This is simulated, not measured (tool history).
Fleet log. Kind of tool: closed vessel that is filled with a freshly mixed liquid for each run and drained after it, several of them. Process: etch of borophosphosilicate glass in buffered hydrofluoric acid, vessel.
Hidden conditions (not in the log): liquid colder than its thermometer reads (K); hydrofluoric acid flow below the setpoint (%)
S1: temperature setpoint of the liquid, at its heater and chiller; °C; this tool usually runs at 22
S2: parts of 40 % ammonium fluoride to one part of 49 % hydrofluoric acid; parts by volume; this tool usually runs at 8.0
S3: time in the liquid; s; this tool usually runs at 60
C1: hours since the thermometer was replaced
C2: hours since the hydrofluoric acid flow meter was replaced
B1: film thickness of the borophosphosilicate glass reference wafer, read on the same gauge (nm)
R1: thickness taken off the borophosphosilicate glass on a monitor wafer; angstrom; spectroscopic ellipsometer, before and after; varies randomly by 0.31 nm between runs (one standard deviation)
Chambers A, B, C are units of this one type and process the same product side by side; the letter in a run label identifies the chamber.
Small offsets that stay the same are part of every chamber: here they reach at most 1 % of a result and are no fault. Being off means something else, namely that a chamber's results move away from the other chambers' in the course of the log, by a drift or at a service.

| run | hour | S1 | S2 | S3 | C1 | C2 | B1 | R1 |
|---|---|---|---|---|---|---|---|---|
| 1C | 4.4 | 22 | 8.0 | 60 | 766.2 | 260.8 | 140.00 | 839.20 |
| 2B | 10.1 | 22 | 8.0 | 60 | 187.0 | 519.8 | 140.02 | 854.27 |
| 3A | 15.6 | 22 | 8.0 | 60 | 707.6 | 1050.5 | 140.02 | 857.34 |
| 4B | 21.2 | 22 | 8.0 | 60 | 198.1 | 530.9 | 140.01 | 850.78 |
| 5A | 26.6 | 22 | 8.0 | 60 | 718.6 | 1061.5 | 140.00 | 855.50 |
| 6C | 29.6 | 22 | 8.0 | 60 | 791.4 | 286.0 | 140.01 | 837.40 |
| 7C | 32.7 | 22 | 8.0 | 60 | 794.5 | 289.1 | 140.02 | 838.97 |
| 8B | 37.9 | 22 | 8.0 | 60 | 214.8 | 547.6 | 139.99 | 850.34 |
| 9A | 40.8 | 22 | 8.0 | 60 | 732.8 | 1075.7 | 139.99 | 847.74 |
| 10C | 44.5 | 22 | 8.0 | 60 | 806.3 | 300.9 | 139.98 | 842.62 |
| 11A | 47.4 | 22 | 8.0 | 60 | 739.4 | 1082.3 | 139.98 | 846.18 |
| 12B | 51.9 | 25 | 8.0 | 60 | 228.8 | 561.6 | 140.03 | 1010.10 |
| 13A | 54.7 | 25 | 8.0 | 60 | 746.7 | 1089.6 | 140.02 | 996.25 |
| 14B | 58.9 | 25 | 8.0 | 60 | 235.8 | 568.6 | 139.99 | 1008.70 |
| 15C | 64.1 | 22 | 10.0 | 60 | 825.9 | 320.5 | 140.03 | 694.21 |
| 16C | 68.6 | 22 | 10.0 | 60 | 830.4 | 325.0 | 140.04 | 700.39 |
| 17B | 73.7 | 22 | 10.0 | 60 | 250.6 | 583.4 | 139.99 | 699.59 |
| 18A | 77.7 | 22 | 8.0 | 60 | 769.7 | 1112.6 | 140.01 | 843.07 |
| 19A | 81.1 | 22 | 8.0 | 60 | 773.1 | 1116.0 | 139.98 | 844.68 |
| 20C | 84.9 | 22 | 8.0 | 60 | 846.7 | 341.3 | 140.00 | 838.84 |
| 21B | 90.7 | 22 | 8.0 | 60 | 267.6 | 600.4 | 139.99 | 849.25 |
| 22B | 94.1 | 22 | 8.0 | 60 | 271.0 | 603.8 | 140.00 | 856.88 |
| 23C | 97.0 | 22 | 8.0 | 60 | 858.8 | 353.4 | 139.98 | 842.91 |
| 24A | 101.8 | 22 | 8.0 | 60 | 793.8 | 1136.7 | 140.03 | 842.33 |
| 25B | 105.6 | 22 | 8.0 | 60 | 282.5 | 615.3 | 140.01 | 856.56 |
| 26A | 109.4 | 22 | 8.0 | 60 | 801.4 | 1144.3 | 140.01 | 830.71 |
| 27C | 112.9 | 22 | 8.0 | 60 | 874.7 | 369.3 | 139.98 | 836.09 |
| 28B | 116.4 | 22 | 8.0 | 60 | 293.3 | 626.1 | 140.00 | 849.64 |
| 29A | 120.7 | 22 | 8.0 | 60 | 812.7 | 1155.6 | 139.97 | 834.64 |
| 30C | 124.3 | 22 | 8.0 | 60 | 886.1 | 380.7 | 139.99 | 835.95 |
| 31C | 129.0 | 22 | 8.0 | 60 | 890.8 | 385.4 | 139.96 | 841.73 |
| 32A | 133.7 | 22 | 8.0 | 60 | 825.7 | 1168.6 | 139.98 | 836.81 |
| 33B | 138.0 | 22 | 8.0 | 60 | 314.9 | 647.7 | 139.99 | 845.11 |
| 34B | 142.2 | 22 | 8.0 | 60 | 319.1 | 651.9 | 139.97 | 852.59 |
| 35C | 147.9 | 24 | 8.0 | 35 | 909.7 | 404.3 | 140.01 | 548.68 |
| 36A | 153.4 | 24 | 8.0 | 35 | 845.4 | 1188.3 | 139.99 | 537.15 |
| 37B | 157.9 | 24 | 8.0 | 35 | 334.8 | 667.6 | 140.02 | 553.59 |
| 38C | 163.1 | 22 | 8.0 | 60 | 924.9 | 419.5 | 139.98 | 844.54 |
| 39A | 166.7 | 22 | 8.0 | 60 | 858.7 | 1201.6 | 140.01 | 826.83 |
| 40B | 172.2 | 22 | 8.0 | 60 | 349.1 | 681.9 | 140.02 | 851.85 |

All chambers now run identical settings, listed one chamber a line with results as question marks. What results will each chamber show?
| 41A | 176.5 | 22 | 9.5 | 60 |  |  |  | ? |
| 41B | 176.5 | 22 | 9.5 | 60 |  |  |  | ? |
| 41C | 176.5 | 22 | 9.5 | 60 |  |  |  | ? |

| run | R1 |
|---|---|
| 41A | 702.39 |
| 41B | 725.94 |
| 41C | 712.10 |

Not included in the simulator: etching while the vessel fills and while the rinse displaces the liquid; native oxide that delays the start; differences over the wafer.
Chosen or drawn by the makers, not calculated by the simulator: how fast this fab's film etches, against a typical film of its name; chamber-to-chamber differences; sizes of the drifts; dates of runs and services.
